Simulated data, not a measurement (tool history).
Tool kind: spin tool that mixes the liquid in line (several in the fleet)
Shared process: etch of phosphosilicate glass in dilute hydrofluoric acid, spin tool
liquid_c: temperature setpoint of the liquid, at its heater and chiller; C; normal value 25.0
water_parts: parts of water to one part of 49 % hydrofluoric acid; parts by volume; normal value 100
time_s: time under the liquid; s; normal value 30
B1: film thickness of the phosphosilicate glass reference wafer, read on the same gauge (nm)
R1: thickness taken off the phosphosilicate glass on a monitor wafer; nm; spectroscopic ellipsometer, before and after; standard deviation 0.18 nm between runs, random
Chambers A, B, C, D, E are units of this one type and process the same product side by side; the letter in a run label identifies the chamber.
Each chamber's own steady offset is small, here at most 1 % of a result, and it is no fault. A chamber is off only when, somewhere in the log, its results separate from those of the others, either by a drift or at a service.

Run 1C, hour 10.4: usual settings; B1 60.000. Result: R1 30.758 nm.
Run 2D, hour 19.6: usual settings; B1 59.984. Result: R1 31.100 nm.
Run 3B, hour 30.8: usual settings; B1 60.003. Result: R1 31.448 nm.
Run 4A, hour 38.0: usual settings; B1 59.973. Result: R1 31.162 nm.
Run 5E, hour 44.9: usual settings; B1 60.020. Result: R1 30.692 nm.
Run 6C, hour 51.3: usual settings; B1 59.984. Result: R1 30.780 nm.
Run 7D, hour 56.9: usual settings; B1 60.014. Result: R1 30.968 nm.
Run 8E, hour 62.6: usual settings but liquid_c 28.0 C, water_parts 65 parts by volume; B1 60.008. Result: R1 56.648 nm.
Run 9B, hour 69.0: usual settings but liquid_c 28.0 C, water_parts 65 parts by volume; B1 60.027. Result: R1 56.513 nm.
Run 10A, hour 74.8: usual settings but liquid_c 28.0 C, water_parts 65 parts by volume; B1 60.027. Result: R1 56.152 nm.
Run 11E, hour 82.7: usual settings but liquid_c 28.0 C, water_parts 65 parts by volume; B1 59.990. Result: R1 56.448 nm.
Run 12A, hour 89.6: usual settings but liquid_c 28.0 C, water_parts 65 parts by volume; B1 59.982. Result: R1 56.667 nm.
Run 13C, hour 96.4: usual settings; B1 60.030. Result: R1 31.222 nm.
At hour 106.4: chamber B: thermometer replaced.
Run 14D, hour 106.5: usual settings but liquid_c 28.5 C, time_s 40 s; B1 59.978. Result: R1 47.260 nm.
At hour 108.0: chamber A: thermometer replaced.
Run 15B, hour 114.0: usual settings but liquid_c 28.5 C, time_s 40 s; B1 60.029. Result: R1 47.180 nm.
Run 16C, hour 120.8: usual settings but liquid_c 28.5 C, time_s 40 s; B1 60.015. Result: R1 47.400 nm.
Run 17A, hour 129.5: usual settings but liquid_c 28.5 C, time_s 40 s; B1 60.025. Result: R1 46.926 nm.
Run 18E, hour 134.7: usual settings but liquid_c 28.5 C, time_s 40 s; B1 60.006. Result: R1 47.388 nm.
Run 19B, hour 139.7: usual settings; B1 60.017. Result: R1 31.015 nm.
At hour 143.9: chamber D: hydrofluoric acid flow meter replaced.
Run 20D, hour 151.3: usual settings; B1 59.997. Result: R1 31.171 nm.
Run 21C, hour 161.4: usual settings; B1 60.000. Result: R1 30.567 nm.
Run 22B, hour 171.8: usual settings; B1 59.998. Result: R1 30.607 nm.
At hour 173.9: chamber A: hydrofluoric acid flow meter replaced.
Run 23A, hour 183.5: usual settings; B1 59.999. Result: R1 30.921 nm.
Run 24D, hour 193.9: usual settings but water_parts 75 parts by volume; B1 60.002. Result: R1 43.062 nm.
Run 25E, hour 204.6: usual settings but water_parts 75 parts by volume; B1 59.989. Result: R1 42.812 nm.
At hour 205.0: chamber D: thermometer replaced.
Run 26B, hour 214.4: usual settings but water_parts 75 parts by volume; B1 59.995. Result: R1 41.446 nm.
Run 27E, hour 224.8: usual settings but water_parts 75 parts by volume; B1 59.979. Result: R1 42.418 nm.
Run 28A, hour 234.8: usual settings but water_parts 75 parts by volume; B1 59.973. Result: R1 42.839 nm.
Run 29C, hour 242.9: usual settings; B1 59.994. Result: R1 30.923 nm.
Run 30D, hour 251.5: usual settings; B1 59.995. Result: R1 31.129 nm.
Run 31A, hour 260.3: usual settings but liquid_c 22.0 C, time_s 15 s; B1 60.007. Result: R1 13.835 nm.
Run 32C, hour 267.7: usual settings but liquid_c 22.0 C, time_s 15 s; B1 60.010. Result: R1 13.846 nm.
Run 33B, hour 279.1: usual settings but liquid_c 22.0 C, time_s 15 s; B1 60.008. Result: R1 13.412 nm.
Run 34D, hour 289.4: usual settings but liquid_c 22.0 C, time_s 15 s; B1 59.975. Result: R1 13.733 nm.
Run 35E, hour 300.5: usual settings but liquid_c 22.0 C, time_s 15 s; B1 59.993. Result: R1 13.527 nm.
Run 36B, hour 311.0: usual settings; B1 60.004. Result: R1 29.575 nm.
Run 37C, hour 322.0: usual settings; B1 60.002. Result: R1 31.080 nm.
Run 38D, hour 330.9: usual settings; B1 59.995. Result: R1 31.327 nm.
Run 39E, hour 342.1: usual settings; B1 59.992. Result: R1 30.874 nm.

Predict what each chamber gives when all 5 of them run the settings below next.
Run 40A, hour 350.5: usual settings but time_s 40 s. Result: R1 ?.
Run 40B, hour 350.5: usual settings but time_s 40 s. Result: R1 ?.
Run 40C, hour 350.5: usual settings but time_s 40 s. Result: R1 ?.
Run 40D, hour 350.5: usual settings but time_s 40 s. Result: R1 ?.
Run 40E, hour 350.5: usual settings but time_s 40 s. Result: R1 ?.

run      R1
40A  41.721
40B  39.674
40C  41.404
40D  40.884
40E  40.985

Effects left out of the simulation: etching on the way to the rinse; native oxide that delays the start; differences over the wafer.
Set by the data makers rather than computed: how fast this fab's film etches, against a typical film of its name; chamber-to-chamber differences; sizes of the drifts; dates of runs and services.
